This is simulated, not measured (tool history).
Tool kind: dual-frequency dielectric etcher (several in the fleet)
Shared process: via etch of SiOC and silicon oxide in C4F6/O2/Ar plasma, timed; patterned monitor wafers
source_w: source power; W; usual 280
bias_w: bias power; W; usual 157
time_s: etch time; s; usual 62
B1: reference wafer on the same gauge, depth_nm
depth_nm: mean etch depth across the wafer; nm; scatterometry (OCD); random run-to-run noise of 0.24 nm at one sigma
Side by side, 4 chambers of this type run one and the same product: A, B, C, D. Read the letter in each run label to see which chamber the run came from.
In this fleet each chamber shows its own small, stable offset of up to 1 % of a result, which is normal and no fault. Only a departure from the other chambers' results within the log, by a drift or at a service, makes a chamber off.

{"run": "1C", "day": 0.375, "source_w": 280, "bias_w": 157, "time_s": 62, "B1": 48.304, "depth_nm": 57.911}
{"run": "2D", "day": 0.6, "source_w": 280, "bias_w": 157, "time_s": 62, "B1": 48.287, "depth_nm": 57.849}
{"day": 0.838, "done": "chamber D: source power generator calibrated"}
{"run": "3B", "day": 0.954, "source_w": 280, "bias_w": 157, "time_s": 62, "B1": 48.298, "depth_nm": 58.842}
{"run": "4A", "day": 1.192, "source_w": 280, "bias_w": 157, "time_s": 62, "B1": 48.287, "depth_nm": 58.177}
{"run": "5C", "day": 1.542, "source_w": 280, "bias_w": 157, "time_s": 62, "B1": 48.302, "depth_nm": 58.613}
{"day": 1.571, "done": "chamber A: wet clean of the chamber"}
{"run": "6D", "day": 1.904, "source_w": 280, "bias_w": 157, "time_s": 62, "B1": 48.31, "depth_nm": 57.789}
{"run": "7B", "day": 2.283, "source_w": 280, "bias_w": 157, "time_s": 62, "B1": 48.267, "depth_nm": 58.672}
{"run": "8A", "day": 2.633, "source_w": 280, "bias_w": 157, "time_s": 62, "B1": 48.319, "depth_nm": 58.52}
{"run": "9A", "day": 2.996, "source_w": 280, "bias_w": 157, "time_s": 62, "B1": 48.291, "depth_nm": 58.391}
{"run": "10D", "day": 3.225, "source_w": 280, "bias_w": 157, "time_s": 62, "B1": 48.302, "depth_nm": 57.692}
{"run": "11B", "day": 3.454, "source_w": 280, "bias_w": 157, "time_s": 62, "B1": 48.283, "depth_nm": 58.83}
{"run": "12C", "day": 3.646, "source_w": 280, "bias_w": 157, "time_s": 62, "B1": 48.323, "depth_nm": 58.134}
{"run": "13C", "day": 3.912, "source_w": 280, "bias_w": 157, "time_s": 62, "B1": 48.28, "depth_nm": 58.547}
{"run": "14A", "day": 4.108, "source_w": 280, "bias_w": 157, "time_s": 62, "B1": 48.313, "depth_nm": 58.295}
{"run": "15D", "day": 4.488, "source_w": 280, "bias_w": 157, "time_s": 62, "B1": 48.3, "depth_nm": 57.612}
{"day": 4.508, "done": "chamber D: wet clean of the chamber"}
{"run": "16B", "day": 4.717, "source_w": 280, "bias_w": 157, "time_s": 62, "B1": 48.289, "depth_nm": 58.418}
{"run": "17C", "day": 4.888, "source_w": 280, "bias_w": 157, "time_s": 62, "B1": 48.32, "depth_nm": 58.108}
{"run": "18D", "day": 5.154, "source_w": 280, "bias_w": 157, "time_s": 62, "B1": 48.259, "depth_nm": 57.87}
{"run": "19B", "day": 5.454, "source_w": 280, "bias_w": 157, "time_s": 62, "B1": 48.283, "depth_nm": 58.585}
{"run": "20A", "day": 5.85, "source_w": 280, "bias_w": 157, "time_s": 62, "B1": 48.283, "depth_nm": 58.511}
{"run": "21A", "day": 6.212, "source_w": 280, "bias_w": 157, "time_s": 62, "B1": 48.271, "depth_nm": 58.432}
{"run": "22C", "day": 6.529, "source_w": 280, "bias_w": 157, "time_s": 62, "B1": 48.32, "depth_nm": 58.164}
{"run": "23B", "day": 6.788, "source_w": 280, "bias_w": 157, "time_s": 62, "B1": 48.293, "depth_nm": 58.423}
{"run": "24D", "day": 7.183, "source_w": 280, "bias_w": 157, "time_s": 62, "B1": 48.315, "depth_nm": 58.01}

Next, all 4 chambers run the settings below, one line each with question marks for the results. What does each chamber give?
{"run": "25A", "day": 7.467, "source_w": 250, "bias_w": 157, "time_s": 62, "depth_nm": "?"}
{"run": "25B", "day": 7.467, "source_w": 250, "bias_w": 157, "time_s": 62, "depth_nm": "?"}
{"run": "25C", "day": 7.467, "source_w": 250, "bias_w": 157, "time_s": 62, "depth_nm": "?"}
{"run": "25D", "day": 7.467, "source_w": 250, "bias_w": 157, "time_s": 62, "depth_nm": "?"}

run=25A depth_nm=56.226
run=25B depth_nm=56.143
run=25C depth_nm=56.269
run=25D depth_nm=55.096

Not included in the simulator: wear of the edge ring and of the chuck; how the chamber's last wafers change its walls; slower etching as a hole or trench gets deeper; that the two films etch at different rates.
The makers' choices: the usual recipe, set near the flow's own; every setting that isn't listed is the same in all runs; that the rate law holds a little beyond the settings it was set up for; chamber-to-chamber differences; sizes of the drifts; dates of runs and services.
